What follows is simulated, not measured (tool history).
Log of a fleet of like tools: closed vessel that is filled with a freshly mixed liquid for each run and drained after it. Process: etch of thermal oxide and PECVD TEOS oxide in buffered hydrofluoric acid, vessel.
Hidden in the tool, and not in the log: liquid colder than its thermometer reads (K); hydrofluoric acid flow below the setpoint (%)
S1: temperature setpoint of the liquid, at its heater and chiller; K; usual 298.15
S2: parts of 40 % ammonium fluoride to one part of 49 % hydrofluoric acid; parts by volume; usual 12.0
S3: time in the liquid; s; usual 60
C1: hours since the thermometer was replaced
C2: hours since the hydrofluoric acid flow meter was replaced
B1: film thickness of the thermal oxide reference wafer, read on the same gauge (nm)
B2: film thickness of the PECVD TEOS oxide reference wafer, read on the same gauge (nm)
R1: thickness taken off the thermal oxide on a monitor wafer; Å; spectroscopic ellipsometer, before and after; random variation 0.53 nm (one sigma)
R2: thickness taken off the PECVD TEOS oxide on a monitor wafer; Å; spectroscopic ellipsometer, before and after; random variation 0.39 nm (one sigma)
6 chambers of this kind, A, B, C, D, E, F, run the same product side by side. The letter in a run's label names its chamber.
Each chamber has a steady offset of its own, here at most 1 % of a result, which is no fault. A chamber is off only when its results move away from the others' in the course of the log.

| run | hour | S1 | S2 | S3 | C1 | C2 | B1 | B2 | R1 | R2 |
|---|---|---|---|---|---|---|---|---|---|---|
| 1A | 9.2 | 298.15 | 12.0 | 60 | 718.2 | 28.7 | 70.028 | 150.00 | 626.33 | 737.89 |
| 2D | 14.6 | 298.15 | 12.0 | 60 | 373.7 | 1777.7 | 70.000 | 150.02 | 638.88 | 734.53 |
| 3C | 20.4 | 298.15 | 12.0 | 60 | 1826.2 | 536.6 | 70.011 | 150.02 | 620.89 | 741.38 |
|  | 24.6 | chamber C: thermometer replaced |
| 4B | 29.1 | 298.15 | 12.0 | 60 | 436.4 | 416.2 | 69.997 | 150.02 | 633.36 | 745.23 |
| 5F | 38.4 | 298.15 | 12.0 | 60 | 1154.5 | 240.3 | 70.004 | 150.00 | 630.06 | 732.98 |
| 6E | 43.9 | 298.15 | 12.0 | 60 | 2144.9 | 384.4 | 70.012 | 150.02 | 619.20 | 747.35 |
| 7D | 50.8 | 298.15 | 12.0 | 30 | 409.9 | 1813.9 | 69.966 | 149.99 | 315.35 | 365.60 |
| 8F | 61.7 | 298.15 | 12.0 | 30 | 1177.8 | 263.6 | 69.997 | 149.98 | 315.68 | 368.38 |
| 9A | 72.3 | 298.15 | 12.0 | 30 | 781.3 | 91.8 | 69.998 | 149.97 | 313.74 | 368.03 |
| 10E | 79.8 | 298.15 | 12.0 | 30 | 2180.8 | 420.3 | 70.037 | 149.98 | 312.76 | 372.29 |
| 11B | 86.1 | 298.15 | 12.0 | 30 | 493.4 | 473.2 | 70.030 | 149.99 | 317.16 | 369.18 |
| 12C | 98.3 | 298.15 | 12.0 | 30 | 73.8 | 614.5 | 70.013 | 150.01 | 311.06 | 368.14 |
| 13C | 110.6 | 298.15 | 12.0 | 60 | 86.1 | 626.8 | 69.999 | 149.98 | 630.61 | 732.55 |
| 14D | 119.3 | 298.15 | 12.0 | 60 | 478.4 | 1882.4 | 69.997 | 150.01 | 630.90 | 732.21 |
| 15B | 126.3 | 298.15 | 12.0 | 60 | 533.6 | 513.4 | 69.994 | 149.98 | 635.35 | 739.38 |
| 16E | 134.4 | 298.15 | 12.0 | 60 | 2235.4 | 474.9 | 69.987 | 150.00 | 628.15 | 744.75 |
| 17F | 145.3 | 298.15 | 12.0 | 60 | 1261.4 | 347.2 | 69.991 | 150.00 | 639.38 | 735.75 |
| 18A | 157.6 | 298.15 | 12.0 | 60 | 866.6 | 177.1 | 69.997 | 149.98 | 615.04 | 736.53 |
| 19F | 164.4 | 298.15 | 12.0 | 60 | 1280.5 | 366.3 | 69.970 | 150.00 | 620.81 | 744.21 |
| 20B | 176.6 | 298.15 | 12.0 | 60 | 583.9 | 563.7 | 70.017 | 150.00 | 624.40 | 741.82 |
| 21E | 184.4 | 298.15 | 12.0 | 60 | 2285.4 | 524.9 | 70.025 | 149.99 | 626.43 | 742.61 |
| 22A | 192.6 | 298.15 | 12.0 | 60 | 901.6 | 212.1 | 69.978 | 150.01 | 625.98 | 736.94 |
| 23C | 204.7 | 298.15 | 12.0 | 60 | 180.2 | 720.9 | 69.995 | 150.01 | 631.29 | 734.38 |
| 24D | 213.9 | 298.15 | 12.0 | 60 | 573.0 | 1977.0 | 70.002 | 150.00 | 631.93 | 736.19 |
| 25F | 224.5 | 298.15 | 12.0 | 60 | 1340.6 | 426.4 | 69.986 | 150.00 | 626.81 | 732.03 |
|  | 233.5 | chamber E: hydrofluoric acid flow meter replaced |
| 26C | 235.3 | 298.15 | 12.0 | 60 | 210.8 | 751.5 | 69.996 | 149.99 | 629.52 | 736.90 |
| 27E | 244.3 | 298.15 | 12.0 | 60 | 2345.3 | 10.8 | 69.993 | 149.98 | 620.86 | 739.74 |
| 28B | 255.3 | 298.15 | 12.0 | 60 | 662.6 | 642.4 | 70.013 | 149.98 | 625.26 | 742.11 |
|  | 258.8 | chamber C: hydrofluoric acid flow meter replaced |
| 29D | 262.0 | 298.15 | 13.5 | 90 | 621.1 | 2025.1 | 70.017 | 149.99 | 835.31 | 980.43 |
| 30A | 272.3 | 298.15 | 13.5 | 90 | 981.3 | 291.8 | 70.001 | 150.00 | 842.15 | 991.24 |
| 31C | 281.1 | 298.15 | 13.5 | 90 | 256.6 | 22.4 | 70.003 | 149.99 | 842.87 | 985.20 |
| 32F | 287.6 | 298.15 | 13.5 | 90 | 1403.7 | 489.5 | 70.014 | 150.00 | 841.31 | 987.55 |
| 33A | 293.3 | 298.15 | 13.5 | 90 | 1002.3 | 312.8 | 70.010 | 150.00 | 843.44 | 991.23 |
| 34D | 299.7 | 298.15 | 13.5 | 90 | 658.8 | 2062.8 | 70.005 | 149.99 | 846.15 | 982.93 |
| 35E | 305.6 | 298.15 | 12.0 | 60 | 2406.6 | 72.1 | 70.008 | 150.00 | 623.54 | 738.39 |
| 36B | 315.0 | 298.15 | 12.0 | 60 | 722.3 | 702.1 | 69.984 | 150.00 | 636.82 | 739.91 |
| 37B | 320.6 | 298.15 | 12.0 | 60 | 727.9 | 707.7 | 70.022 | 150.00 | 627.06 | 744.11 |
| 38C | 327.6 | 298.15 | 12.0 | 60 | 303.1 | 68.9 | 70.032 | 149.98 | 626.58 | 738.64 |
| 39D | 339.8 | 298.15 | 12.0 | 60 | 698.9 | 2102.9 | 70.005 | 149.97 | 639.36 | 728.63 |
| 40A | 345.5 | 298.15 | 12.0 | 60 | 1054.5 | 365.0 | 69.993 | 150.00 | 631.55 | 747.64 |

What goes on in this fleet: one chamber off, a drifting gauge, or nothing beyond the chambers' own small offsets? Name the chamber and the cause, if any.

No chamber stands off beyond its own small offset, and the gauge holds steady.
